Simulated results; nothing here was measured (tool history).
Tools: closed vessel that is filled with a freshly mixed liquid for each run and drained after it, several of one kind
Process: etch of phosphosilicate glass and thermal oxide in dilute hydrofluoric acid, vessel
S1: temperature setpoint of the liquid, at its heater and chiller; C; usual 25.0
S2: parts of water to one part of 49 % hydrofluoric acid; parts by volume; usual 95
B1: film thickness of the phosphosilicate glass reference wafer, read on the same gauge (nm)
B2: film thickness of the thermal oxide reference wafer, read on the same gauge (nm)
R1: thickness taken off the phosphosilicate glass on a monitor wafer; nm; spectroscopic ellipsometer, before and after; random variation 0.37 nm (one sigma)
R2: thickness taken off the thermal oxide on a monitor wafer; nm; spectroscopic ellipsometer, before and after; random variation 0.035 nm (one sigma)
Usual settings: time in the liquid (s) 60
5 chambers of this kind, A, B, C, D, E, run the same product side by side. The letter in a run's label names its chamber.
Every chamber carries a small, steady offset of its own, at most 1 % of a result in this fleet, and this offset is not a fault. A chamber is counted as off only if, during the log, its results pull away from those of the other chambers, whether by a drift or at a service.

run 1B hour=5.7 | S1=25.0 S2=95 time_in_the_liquid_(s)=60 | B1=49.995 B2=80.001 | R1=54.659 R2=3.1907
run 2A hour=9.4 | S1=25.0 S2=95 time_in_the_liquid_(s)=60 | B1=49.990 B2=80.007 | R1=54.006 R2=3.1886
run 3D hour=14.6 | S1=25.0 S2=95 time_in_the_liquid_(s)=60 | B1=49.991 B2=79.997 | R1=53.584 R2=3.1708
run 4E hour=18.0 | S1=25.0 S2=95 time_in_the_liquid_(s)=60 | B1=49.988 B2=80.000 | R1=53.536 R2=3.1673
run 5C hour=21.5 | S1=25.0 S2=95 time_in_the_liquid_(s)=40 | B1=49.993 B2=80.012 | R1=35.811 R2=2.0682
run 6B hour=24.7 | S1=25.0 S2=95 time_in_the_liquid_(s)=40 | B1=50.029 B2=79.997 | R1=35.934 R2=2.1091
run 7D hour=31.1 | S1=25.0 S2=95 time_in_the_liquid_(s)=40 | B1=50.004 B2=80.004 | R1=35.901 R2=2.1130
run 8E hour=37.1 | S1=25.0 S2=95 time_in_the_liquid_(s)=40 | B1=50.004 B2=79.991 | R1=36.263 R2=2.1407
run 9A hour=42.2 | S1=25.0 S2=95 time_in_the_liquid_(s)=40 | B1=50.006 B2=80.010 | R1=36.467 R2=2.1228
run 10C hour=48.6 | S1=25.0 S2=95 time_in_the_liquid_(s)=60 | B1=50.015 B2=79.989 | R1=53.819 R2=3.1509
run 11D hour=55.1 | S1=27.5 S2=95 time_in_the_liquid_(s)=60 | B1=49.986 B2=79.999 | R1=59.558 R2=3.5024
run 12B hour=59.2 | S1=27.5 S2=95 time_in_the_liquid_(s)=60 | B1=50.004 B2=80.003 | R1=59.669 R2=3.4699
run 13C hour=64.2 | S1=27.5 S2=95 time_in_the_liquid_(s)=60 | B1=50.003 B2=79.992 | R1=58.617 R2=3.4951
run 14A hour=68.6 | S1=27.5 S2=95 time_in_the_liquid_(s)=60 | B1=49.992 B2=80.027 | R1=58.922 R2=3.5173
run 15E hour=75.0 | S1=27.5 S2=95 time_in_the_liquid_(s)=60 | B1=49.993 B2=79.992 | R1=60.148 R2=3.4750
run 16A hour=80.3 | S1=25.0 S2=95 time_in_the_liquid_(s)=60 | B1=50.013 B2=80.032 | R1=53.783 R2=3.1323
run 17B hour=84.5 | S1=25.0 S2=95 time_in_the_liquid_(s)=60 | B1=50.011 B2=80.003 | R1=53.743 R2=3.1971
run 18E hour=87.9 | S1=25.0 S2=95 time_in_the_liquid_(s)=60 | B1=49.993 B2=79.978 | R1=54.142 R2=3.1330
run 19C hour=92.5 | S1=25.0 S2=95 time_in_the_liquid_(s)=60 | B1=49.998 B2=80.007 | R1=53.458 R2=3.1517
run 20D hour=97.4 | S1=25.0 S2=95 time_in_the_liquid_(s)=60 | B1=50.020 B2=79.995 | R1=53.621 R2=3.1706
run 21B hour=103.3 | S1=25.0 S2=125 time_in_the_liquid_(s)=30 | B1=49.999 B2=80.004 | R1=19.754 R2=1.1761
run 22D hour=109.2 | S1=25.0 S2=125 time_in_the_liquid_(s)=30 | B1=50.014 B2=80.006 | R1=19.683 R2=1.1552
run 23C hour=113.5 | S1=25.0 S2=125 time_in_the_liquid_(s)=30 | B1=49.996 B2=79.995 | R1=19.361 R2=1.1663
run 24E hour=118.6 | S1=25.0 S2=125 time_in_the_liquid_(s)=30 | B1=50.007 B2=79.993 | R1=19.984 R2=1.1662
run 25A hour=124.9 | S1=25.0 S2=125 time_in_the_liquid_(s)=30 | B1=50.025 B2=80.008 | R1=19.918 R2=1.1725
run 26D hour=129.4 | S1=25.0 S2=95 time_in_the_liquid_(s)=60 | B1=50.013 B2=79.992 | R1=53.554 R2=3.1683
run 27C hour=132.9 | S1=25.0 S2=95 time_in_the_liquid_(s)=60 | B1=50.002 B2=79.972 | R1=53.075 R2=3.1778
run 28A hour=139.3 | S1=25.0 S2=95 time_in_the_liquid_(s)=60 | B1=49.991 B2=79.988 | R1=53.889 R2=3.1340
run 29B hour=146.0 | S1=25.0 S2=95 time_in_the_liquid_(s)=80 | B1=50.011 B2=80.003 | R1=72.267 R2=4.1710
run 30E hour=152.8 | S1=25.0 S2=95 time_in_the_liquid_(s)=80 | B1=49.980 B2=80.002 | R1=71.916 R2=4.2246
run 31A hour=155.7 | S1=25.0 S2=95 time_in_the_liquid_(s)=80 | B1=50.001 B2=80.036 | R1=71.523 R2=4.2416
run 32D hour=158.7 | S1=25.0 S2=95 time_in_the_liquid_(s)=80 | B1=50.016 B2=79.994 | R1=71.028 R2=4.1900
run 33B hour=161.6 | S1=25.0 S2=95 time_in_the_liquid_(s)=80 | B1=49.991 B2=80.011 | R1=71.706 R2=4.2565
run 34E hour=167.2 | S1=25.0 S2=95 time_in_the_liquid_(s)=60 | B1=50.005 B2=79.986 | R1=54.091 R2=3.1419
run 35C hour=173.9 | S1=25.0 S2=95 time_in_the_liquid_(s)=60 | B1=50.014 B2=80.035 | R1=53.954 R2=3.1550
run 36D hour=179.0 | S1=25.0 S2=95 time_in_the_liquid_(s)=60 | B1=49.982 B2=80.016 | R1=53.342 R2=3.1974
run 37C hour=183.5 | S1=25.0 S2=95 time_in_the_liquid_(s)=60 | B1=50.005 B2=80.008 | R1=53.400 R2=3.1433
run 38A hour=190.2 | S1=22.0 S2=95 time_in_the_liquid_(s)=80 | B1=49.994 B2=79.988 | R1=63.942 R2=3.7465

Is one chamber out of step, is the gauge drifting, or do the chambers differ by no more than their own small offsets? For an off chamber, give its letter and the likeliest cause.

Nothing is wrong: each chamber keeps only its own small, steady offset and the gauge holds still.

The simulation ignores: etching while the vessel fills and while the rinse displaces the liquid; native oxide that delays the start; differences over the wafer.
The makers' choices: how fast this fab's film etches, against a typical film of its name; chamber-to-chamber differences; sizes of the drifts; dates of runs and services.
